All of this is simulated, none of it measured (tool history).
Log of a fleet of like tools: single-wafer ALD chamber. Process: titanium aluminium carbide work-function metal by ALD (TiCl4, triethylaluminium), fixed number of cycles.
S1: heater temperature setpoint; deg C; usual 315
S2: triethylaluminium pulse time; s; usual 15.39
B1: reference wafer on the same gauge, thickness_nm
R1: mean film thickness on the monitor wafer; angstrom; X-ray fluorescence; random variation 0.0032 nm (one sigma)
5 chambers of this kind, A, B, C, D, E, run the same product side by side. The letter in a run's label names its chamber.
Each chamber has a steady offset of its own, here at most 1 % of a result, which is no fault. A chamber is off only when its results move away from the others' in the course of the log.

run 1A hour=5.5 | S1=315 S2=15.39 | B1=2.6004 | R1=21.754
run 2E hour=15.5 | S1=315 S2=15.39 | B1=2.6012 | R1=21.965
run 3C hour=24.7 | S1=315 S2=15.39 | B1=2.601 | R1=21.858
run 4B hour=36.3 | S1=315 S2=15.39 | B1=2.6034 | R1=21.75
run 5D hour=43 | S1=315 S2=15.39 | B1=2.603 | R1=21.934
run 6B hour=55.1 | S1=315 S2=15.39 | B1=2.603 | R1=21.803
run 7E hour=66.3 | S1=306 S2=19.56 | B1=2.6035 | R1=21.221
run 8A hour=75.8 | S1=306 S2=19.56 | B1=2.6046 | R1=21.07
run 9C hour=84.7 | S1=306 S2=19.56 | B1=2.6052 | R1=21.189
run 10D hour=90.1 | S1=306 S2=19.56 | B1=2.605 | R1=21.172
run 11B hour=101.1 | S1=306 S2=19.56 | B1=2.6043 | R1=21.065
run 12E hour=107.9 | S1=315 S2=15.39 | B1=2.6062 | R1=21.963
run 13A hour=114.4 | S1=315 S2=15.39 | B1=2.6074 | R1=21.822
run 14D hour=123.7 | S1=315 S2=15.39 | B1=2.6063 | R1=21.906
run 15C hour=130.3 | S1=315 S2=15.39 | B1=2.6064 | R1=21.903
-- hour=130.8 chamber A: triethylaluminium bottle replaced
run 16E hour=141.9 | S1=315 S2=15.39 | B1=2.6079 | R1=21.998
run 17D hour=151.1 | S1=315 S2=15.39 | B1=2.6079 | R1=21.959
run 18A hour=157.6 | S1=315 S2=15.39 | B1=2.6092 | R1=21.868
run 19C hour=168.3 | S1=315 S2=15.39 | B1=2.6094 | R1=21.986
-- hour=169.4 chamber E: triethylaluminium bottle replaced
run 20B hour=178.6 | S1=315 S2=15.39 | B1=2.6095 | R1=21.833
run 21C hour=189.3 | S1=315 S2=9.85 | B1=2.6104 | R1=21.374
-- hour=191.2 chamber B: triethylaluminium bottle replaced
run 22B hour=197.3 | S1=315 S2=9.85 | B1=2.6105 | R1=21.185
run 23D hour=206.5 | S1=315 S2=9.85 | B1=2.6108 | R1=21.348
run 24A hour=212.8 | S1=315 S2=9.85 | B1=2.6114 | R1=21.204
run 25E hour=225 | S1=315 S2=9.85 | B1=2.6134 | R1=21.488
run 26D hour=232.3 | S1=315 S2=20.28 | B1=2.6127 | R1=22.087
run 27A hour=243 | S1=315 S2=20.28 | B1=2.6134 | R1=21.93
run 28B hour=253.1 | S1=315 S2=20.28 | B1=2.6141 | R1=21.932
run 29E hour=265.1 | S1=315 S2=20.28 | B1=2.6146 | R1=22.203
run 30C hour=276.6 | S1=315 S2=20.28 | B1=2.6154 | R1=22.068

All 5 chambers run these settings next. Forecast each chamber's results:
run 31A hour=285.4 | S1=315 S2=15.39 | R1=?
run 31B hour=285.4 | S1=315 S2=15.39 | R1=?
run 31C hour=285.4 | S1=315 S2=15.39 | R1=?
run 31D hour=285.4 | S1=315 S2=15.39 | R1=?
run 31E hour=285.4 | S1=315 S2=15.39 | R1=?

run=31A R1=21.954
run=31B R1=21.895
run=31C R1=22.02
run=31D R1=22.085
run=31E R1=22.058
